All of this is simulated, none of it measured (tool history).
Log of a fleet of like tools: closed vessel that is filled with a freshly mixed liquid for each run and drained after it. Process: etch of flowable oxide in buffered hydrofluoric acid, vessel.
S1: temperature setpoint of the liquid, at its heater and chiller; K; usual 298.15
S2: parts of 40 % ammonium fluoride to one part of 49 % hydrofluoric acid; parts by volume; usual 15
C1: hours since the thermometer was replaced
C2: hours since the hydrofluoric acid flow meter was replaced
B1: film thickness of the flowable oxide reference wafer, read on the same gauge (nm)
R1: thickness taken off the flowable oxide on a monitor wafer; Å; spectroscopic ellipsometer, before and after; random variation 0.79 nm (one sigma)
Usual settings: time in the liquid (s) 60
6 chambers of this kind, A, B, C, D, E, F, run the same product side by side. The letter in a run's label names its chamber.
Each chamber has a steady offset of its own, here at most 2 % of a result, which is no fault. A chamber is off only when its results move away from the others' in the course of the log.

Run 1C, day 0.512: usual settings; C1 617; C2 485.1; B1 140.03. Result: R1 1134.7 Å.
Run 2B, day 0.875: usual settings; C1 182.3; C2 326.4; B1 140. Result: R1 1154.6 Å.
Run 3E, day 1.333: usual settings; C1 875.3; C2 40.5; B1 140. Result: R1 1167.2 Å.
Run 4F, day 1.642: usual settings; C1 1157.5; C2 78.5; B1 139.97. Result: R1 1176.8 Å.
Run 5A, day 1.888: usual settings; C1 492.8; C2 613.4; B1 140.01. Result: R1 1161 Å.
Run 6D, day 2.217: usual settings; C1 60.2; C2 555.7; B1 140.02. Result: R1 1154.6 Å.
Run 7F, day 2.621: usual settings; C1 1181; C2 102; B1 139.97. Result: R1 1170.5 Å.
Run 8A, day 2.871: usual settings but S1 301.65 K, time in the liquid (s) 80; C1 516.4; C2 637; B1 140.01. Result: R1 1837 Å.
Run 9D, day 3.333: usual settings but S1 301.65 K, time in the liquid (s) 80; C1 87; C2 582.5; B1 139.98. Result: R1 1882.1 Å.
At day 3.462: chamber E: thermometer replaced.
Run 10E, day 3.688: usual settings but S1 301.65 K, time in the liquid (s) 80; C1 5.4; C2 97; B1 140. Result: R1 1871.4 Å.
Run 11C, day 4.025: usual settings but S1 301.65 K, time in the liquid (s) 80; C1 701.3; C2 569.4; B1 140. Result: R1 1827.6 Å.
Run 12B, day 4.425: usual settings but S1 301.65 K, time in the liquid (s) 80; C1 267.5; C2 411.6; B1 140. Result: R1 1837.4 Å.
Run 13D, day 4.775: usual settings but S1 301.65 K, time in the liquid (s) 80; C1 121.6; C2 617.1; B1 140.03. Result: R1 1843.5 Å.
Run 14F, day 5.221: usual settings; C1 1243.4; C2 164.4; B1 140.02. Result: R1 1165.9 Å.
Run 15E, day 5.542: usual settings but S2 12 parts by volume, time in the liquid (s) 45; C1 49.9; C2 141.5; B1 139.97. Result: R1 1086.2 Å.
Run 16B, day 5.929: usual settings but S2 12 parts by volume, time in the liquid (s) 45; C1 303.6; C2 447.7; B1 140.01. Result: R1 1065.8 Å.
At day 6.283: chamber F: thermometer replaced.
Run 17A, day 6.333: usual settings but S2 12 parts by volume, time in the liquid (s) 45; C1 599.5; C2 720.1; B1 140. Result: R1 1071 Å.
Run 18C, day 6.638: usual settings but S2 12 parts by volume, time in the liquid (s) 45; C1 764; C2 632.1; B1 139.99. Result: R1 1055.5 Å.
Run 19C, day 6.875: usual settings but S2 12 parts by volume, time in the liquid (s) 45; C1 769.7; C2 637.8; B1 140.02. Result: R1 1055.2 Å.
Run 20B, day 7.346: usual settings but S2 12 parts by volume, time in the liquid (s) 45; C1 337.6; C2 481.7; B1 140. Result: R1 1076.7 Å.
At day 7.404: chamber D: hydrofluoric acid flow meter replaced.
At day 7.567: chamber A: hydrofluoric acid flow meter replaced.
Run 21E, day 7.65: usual settings; C1 100.5; C2 192.1; B1 140.04. Result: R1 1166.6 Å.
Run 22F, day 7.883: usual settings; C1 38.4; C2 228.3; B1 140. Result: R1 1179.6 Å.
Run 23A, day 8.183: usual settings; C1 643.9; C2 14.8; B1 140.02. Result: R1 1151.8 Å.
Run 24D, day 8.621: usual settings; C1 213.9; C2 29.3; B1 139.93. Result: R1 1152.3 Å.
Run 25A, day 9.112: usual settings but time in the liquid (s) 45; C1 666.2; C2 37.1; B1 140. Result: R1 861.3 Å.
Run 26B, day 9.583: usual settings but time in the liquid (s) 45; C1 391.3; C2 535.4; B1 140. Result: R1 873.73 Å.
Run 27F, day 9.842: usual settings but time in the liquid (s) 45; C1 85.4; C2 275.3; B1 140.01. Result: R1 879.15 Å.
Run 28E, day 10.338: usual settings but time in the liquid (s) 45; C1 165; C2 256.6; B1 140. Result: R1 876.03 Å.
Run 29D, day 10.746: usual settings but time in the liquid (s) 45; C1 264.9; C2 80.3; B1 140.07. Result: R1 874.33 Å.
Run 30C, day 11.017: usual settings but time in the liquid (s) 45; C1 869.1; C2 737.2; B1 139.98. Result: R1 858.52 Å.
Run 31C, day 11.454: usual settings; C1 879.6; C2 747.7; B1 139.99. Result: R1 1135.9 Å.
At day 11.625: chamber C: thermometer replaced.
Run 32E, day 11.933: usual settings but S1 293.65 K, S2 11 parts by volume; C1 203.3; C2 294.9; B1 139.99. Result: R1 1230 Å.
Run 33B, day 12.196: usual settings but S1 293.65 K, S2 11 parts by volume; C1 454; C2 598.1; B1 139.92. Result: R1 1215.8 Å.
Run 34F, day 12.55: usual settings but S1 293.65 K, S2 11 parts by volume; C1 150.4; C2 340.3; B1 140.02. Result: R1 1243.1 Å.
Run 35A, day 12.988: usual settings but S1 293.65 K, S2 11 parts by volume; C1 759.2; C2 130.1; B1 139.98. Result: R1 1211.3 Å.
Run 36D, day 13.238: usual settings but S1 293.65 K, S2 11 parts by volume; C1 324.7; C2 140.1; B1 140.03. Result: R1 1216.7 Å.
Run 37C, day 13.746: usual settings but S1 293.65 K, S2 11 parts by volume; C1 50.9; C2 802.7; B1 140.06. Result: R1 1212.8 Å.
Run 38A, day 14.2: usual settings; C1 788.3; C2 159.2; B1 139.98. Result: R1 1138.1 Å.
Run 39F, day 14.562: usual settings; C1 198.7; C2 388.6; B1 139.98. Result: R1 1167.9 Å.

What goes on in this fleet: one chamber off, a drifting gauge, or nothing beyond the chambers' own small offsets? Name the chamber and the cause, if any.

No chamber stands off beyond its own small offset, and the gauge holds steady.
